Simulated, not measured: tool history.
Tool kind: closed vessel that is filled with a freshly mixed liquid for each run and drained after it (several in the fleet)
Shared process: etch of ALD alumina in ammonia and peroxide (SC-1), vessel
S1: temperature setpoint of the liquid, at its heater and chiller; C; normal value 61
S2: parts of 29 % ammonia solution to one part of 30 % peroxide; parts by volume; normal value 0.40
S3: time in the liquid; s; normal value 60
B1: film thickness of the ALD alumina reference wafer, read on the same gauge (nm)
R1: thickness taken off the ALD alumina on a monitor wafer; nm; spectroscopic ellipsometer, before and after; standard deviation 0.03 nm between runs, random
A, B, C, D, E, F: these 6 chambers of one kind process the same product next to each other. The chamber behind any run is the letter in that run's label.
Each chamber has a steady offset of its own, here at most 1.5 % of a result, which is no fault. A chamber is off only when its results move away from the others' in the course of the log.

run	hour	S1	S2	S3	B1	R1
1E	3.1	61	0.40	60	49.983	5.1930
2C	5.2	61	0.40	60	50.000	5.0566
3A	9.3	61	0.40	60	49.987	5.1510
4B	12.5	61	0.40	60	50.007	5.1497
# hour 13.3: chamber C: new drum of ammonia solution connected
5F	15.5	61	0.40	60	49.975	5.1455
6D	18.9	61	0.40	60	49.980	5.1619
7A	21.8	61	0.40	60	49.976	5.1439
# hour 24.0: chamber E: new drum of ammonia solution connected
8F	24.9	61	0.40	60	50.032	5.1638
9B	28.1	61	0.30	60	50.000	5.0306
# hour 30.6: chamber B: new drum of ammonia solution connected
10D	31.0	61	0.30	60	50.043	5.0089
11C	33.4	61	0.30	60	49.964	4.9452
12E	36.8	61	0.30	60	49.961	5.0849
13F	40.4	61	0.30	60	50.041	4.9995
14B	44.5	61	0.30	60	49.973	4.9999
15C	48.4	61	0.40	60	49.992	5.1229
16E	50.8	61	0.40	60	50.003	5.1790
17D	53.8	61	0.40	60	49.927	5.1250
18A	57.8	61	0.35	45	49.946	3.9017
19E	61.6	61	0.35	45	50.020	3.8394
20A	65.4	61	0.35	45	50.013	3.8996
21B	67.4	61	0.35	45	50.003	3.8179
22F	70.2	61	0.35	45	50.067	3.8136
23D	74.5	61	0.35	45	49.994	3.7899
24C	77.2	61	0.40	60	49.996	5.0714
25F	79.6	61	0.40	60	50.031	5.0838
26D	82.2	61	0.40	60	49.977	5.1982
27B	86.2	61	0.40	60	50.027	5.1426
28C	90.2	61	0.40	60	50.003	5.1317
29A	94.3	61	0.40	60	49.991	5.4028
30E	97.5	61	0.40	60	50.058	5.1975
31B	101.5	61	0.40	60	50.016	5.1197
32E	103.5	61	0.40	60	50.031	5.1886
33F	107.2	61	0.40	60	50.007	5.1173
34D	110.1	61	0.40	60	49.999	5.0982
35A	114.2	61	0.40	60	50.006	5.4227
36C	118.3	61	0.40	60	50.006	5.1402
37D	120.8	61	0.40	60	50.020	5.1377
38B	123.8	61	0.40	60	50.009	5.1921
39E	126.4	61	0.40	60	50.057	5.1238
40F	130.4	61	0.40	60	49.963	5.1125
41C	134.2	61	0.40	60	49.984	5.1167
42A	138.0	61	0.40	60	49.995	5.4950
43D	142.1	61	0.40	60	50.046	5.1389
44E	144.4	61	0.40	60	50.012	5.1343

Does one chamber stand apart from the rest, does the shared gauge drift, or is all well apart from small per-chamber offsets? Give the chamber and the most likely cause, where there is one.

Chamber A drifts away from the others.
Most likely cause: liquid hotter than its thermometer reads (K) = 1.38.

Chamber A could run next with any of the 4 candidate recipes listed below; each alters the usual settings, and their results appear as question marks. Which one brings its results back in line with what the other chambers deliver on the usual settings?
To be in line, a result may differ from the other chambers' mean on the usual settings by at most: R1 0.1100 nm
45A-1	147.6	60.5	0.40	60		?
45A-2	147.6	61.5	0.40	60		?
45A-3	147.6	62.5	0.40	60		?
45A-4	147.6	59.5	0.40	60		?

The other chambers' mean on the usual settings: R1 5.1433 nm
run	R1
45A-1	5.3904
45A-2	5.6756
45A-3	5.9708
45A-4	5.1203
45A-4 is the one that brings the chamber's results back in line with the other chambers.
